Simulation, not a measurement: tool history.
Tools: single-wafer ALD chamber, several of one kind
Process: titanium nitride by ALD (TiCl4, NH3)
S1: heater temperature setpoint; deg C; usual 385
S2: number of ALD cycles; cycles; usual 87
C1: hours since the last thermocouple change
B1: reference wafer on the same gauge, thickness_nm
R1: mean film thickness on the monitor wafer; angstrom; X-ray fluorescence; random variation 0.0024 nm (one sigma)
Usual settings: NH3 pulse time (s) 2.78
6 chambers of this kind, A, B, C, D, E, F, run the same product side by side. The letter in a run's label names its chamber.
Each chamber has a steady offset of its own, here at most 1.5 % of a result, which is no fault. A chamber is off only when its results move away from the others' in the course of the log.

run 1D hour=7.8 | S1=385 S2=87 NH3_pulse_time_(s)=2.78 | C1=1165.9 | B1=1.9306 | R1=19.508
run 2C hour=14.3 | S1=385 S2=87 NH3_pulse_time_(s)=2.78 | C1=3057.4 | B1=1.9299 | R1=19.056
run 3A hour=22.7 | S1=385 S2=87 NH3_pulse_time_(s)=2.78 | C1=407.7 | B1=1.9308 | R1=19.179
run 4E hour=31.6 | S1=385 S2=87 NH3_pulse_time_(s)=2.78 | C1=356.0 | B1=1.9310 | R1=19.270
run 5B hour=41.8 | S1=385 S2=87 NH3_pulse_time_(s)=2.78 | C1=184.0 | B1=1.9307 | R1=19.054
run 6F hour=47.8 | S1=385 S2=87 NH3_pulse_time_(s)=2.78 | C1=317.8 | B1=1.9320 | R1=19.166
run 7B hour=60.8 | S1=379 S2=97 NH3_pulse_time_(s)=2.78 | C1=203.0 | B1=1.9318 | R1=21.216
run 8A hour=68.6 | S1=379 S2=97 NH3_pulse_time_(s)=2.78 | C1=453.6 | B1=1.9319 | R1=21.352
run 9E hour=75.4 | S1=379 S2=97 NH3_pulse_time_(s)=2.78 | C1=399.8 | B1=1.9319 | R1=21.395
run 10F hour=88.9 | S1=379 S2=97 NH3_pulse_time_(s)=2.78 | C1=358.9 | B1=1.9323 | R1=21.299
run 11C hour=98.7 | S1=379 S2=97 NH3_pulse_time_(s)=2.78 | C1=3141.8 | B1=1.9323 | R1=21.140
run 12D hour=109.5 | S1=379 S2=97 NH3_pulse_time_(s)=2.78 | C1=1267.6 | B1=1.9333 | R1=21.712
run 13D hour=117.0 | S1=385 S2=87 NH3_pulse_time_(s)=2.78 | C1=1275.1 | B1=1.9330 | R1=19.539
run 14A hour=122.9 | S1=385 S2=87 NH3_pulse_time_(s)=2.78 | C1=507.9 | B1=1.9335 | R1=19.247
run 15F hour=131.4 | S1=385 S2=87 NH3_pulse_time_(s)=2.78 | C1=401.4 | B1=1.9335 | R1=19.214
run 16C hour=141.0 | S1=385 S2=87 NH3_pulse_time_(s)=2.78 | C1=3184.1 | B1=1.9337 | R1=19.036
run 17B hour=152.7 | S1=385 S2=87 NH3_pulse_time_(s)=2.78 | C1=294.9 | B1=1.9339 | R1=19.123
run 18E hour=159.8 | S1=394 S2=99 NH3_pulse_time_(s)=2.78 | C1=484.2 | B1=1.9349 | R1=22.097
run 19A hour=173.2 | S1=394 S2=99 NH3_pulse_time_(s)=2.78 | C1=558.2 | B1=1.9342 | R1=22.050
run 20B hour=184.0 | S1=394 S2=99 NH3_pulse_time_(s)=2.78 | C1=326.2 | B1=1.9348 | R1=21.917
-- hour=194.5 chamber D: thermocouple changed; heater temperature recalibrated
run 21E hour=197.8 | S1=394 S2=99 NH3_pulse_time_(s)=2.78 | C1=522.2 | B1=1.9357 | R1=22.113
run 22F hour=207.8 | S1=394 S2=99 NH3_pulse_time_(s)=2.78 | C1=477.8 | B1=1.9361 | R1=21.968
-- hour=211.7 chamber C: thermocouple changed; heater temperature recalibrated
run 23C hour=220.2 | S1=394 S2=99 NH3_pulse_time_(s)=2.78 | C1=8.6 | B1=1.9362 | R1=21.813
run 24D hour=227.9 | S1=385 S2=87 NH3_pulse_time_(s)=2.78 | C1=33.5 | B1=1.9361 | R1=19.553
run 25E hour=236.1 | S1=385 S2=87 NH3_pulse_time_(s)=2.78 | C1=560.5 | B1=1.9357 | R1=19.344
run 26B hour=244.4 | S1=385 S2=87 NH3_pulse_time_(s)=2.78 | C1=386.6 | B1=1.9366 | R1=19.123
run 27A hour=257.4 | S1=385 S2=87 NH3_pulse_time_(s)=2.78 | C1=642.4 | B1=1.9368 | R1=19.264
run 28C hour=265.4 | S1=385 S2=87 NH3_pulse_time_(s)=2.78 | C1=53.8 | B1=1.9372 | R1=19.066
run 29F hour=274.9 | S1=385 S2=87 NH3_pulse_time_(s)=2.78 | C1=544.9 | B1=1.9374 | R1=19.236
run 30D hour=284.2 | S1=385 S2=87 NH3_pulse_time_(s)=2.78 | C1=89.8 | B1=1.9381 | R1=19.586
run 31D hour=292.6 | S1=385 S2=87 NH3_pulse_time_(s)=2.78 | C1=98.2 | B1=1.9380 | R1=19.505
run 32B hour=302.2 | S1=385 S2=87 NH3_pulse_time_(s)=2.78 | C1=444.4 | B1=1.9385 | R1=19.177
run 33E hour=310.2 | S1=385 S2=87 NH3_pulse_time_(s)=2.78 | C1=634.6 | B1=1.9382 | R1=19.407
run 34F hour=316.1 | S1=385 S2=87 NH3_pulse_time_(s)=2.78 | C1=586.1 | B1=1.9380 | R1=19.259
run 35C hour=326.9 | S1=385 S2=87 NH3_pulse_time_(s)=2.78 | C1=115.3 | B1=1.9392 | R1=19.049
run 36A hour=339.2 | S1=385 S2=87 NH3_pulse_time_(s)=2.78 | C1=724.2 | B1=1.9390 | R1=19.282
run 37B hour=346.5 | S1=385 S2=87 NH3_pulse_time_(s)=2.78 | C1=488.7 | B1=1.9395 | R1=19.188
run 38C hour=359.0 | S1=385 S2=93 NH3_pulse_time_(s)=2.78 | C1=147.4 | B1=1.9407 | R1=20.383

All 6 chambers run these settings next. Forecast each chamber's results:
run 39A hour=368.9 | S1=385 S2=87 NH3_pulse_time_(s)=2.78 | R1=?
run 39B hour=368.9 | S1=385 S2=87 NH3_pulse_time_(s)=2.78 | R1=?
run 39C hour=368.9 | S1=385 S2=87 NH3_pulse_time_(s)=2.78 | R1=?
run 39D hour=368.9 | S1=385 S2=87 NH3_pulse_time_(s)=2.78 | R1=?
run 39E hour=368.9 | S1=385 S2=87 NH3_pulse_time_(s)=2.78 | R1=?
run 39F hour=368.9 | S1=385 S2=87 NH3_pulse_time_(s)=2.78 | R1=?

run=39A R1=19.315
run=39B R1=19.169
run=39C R1=19.110
run=39D R1=19.620
run=39E R1=19.381
run=39F R1=19.276
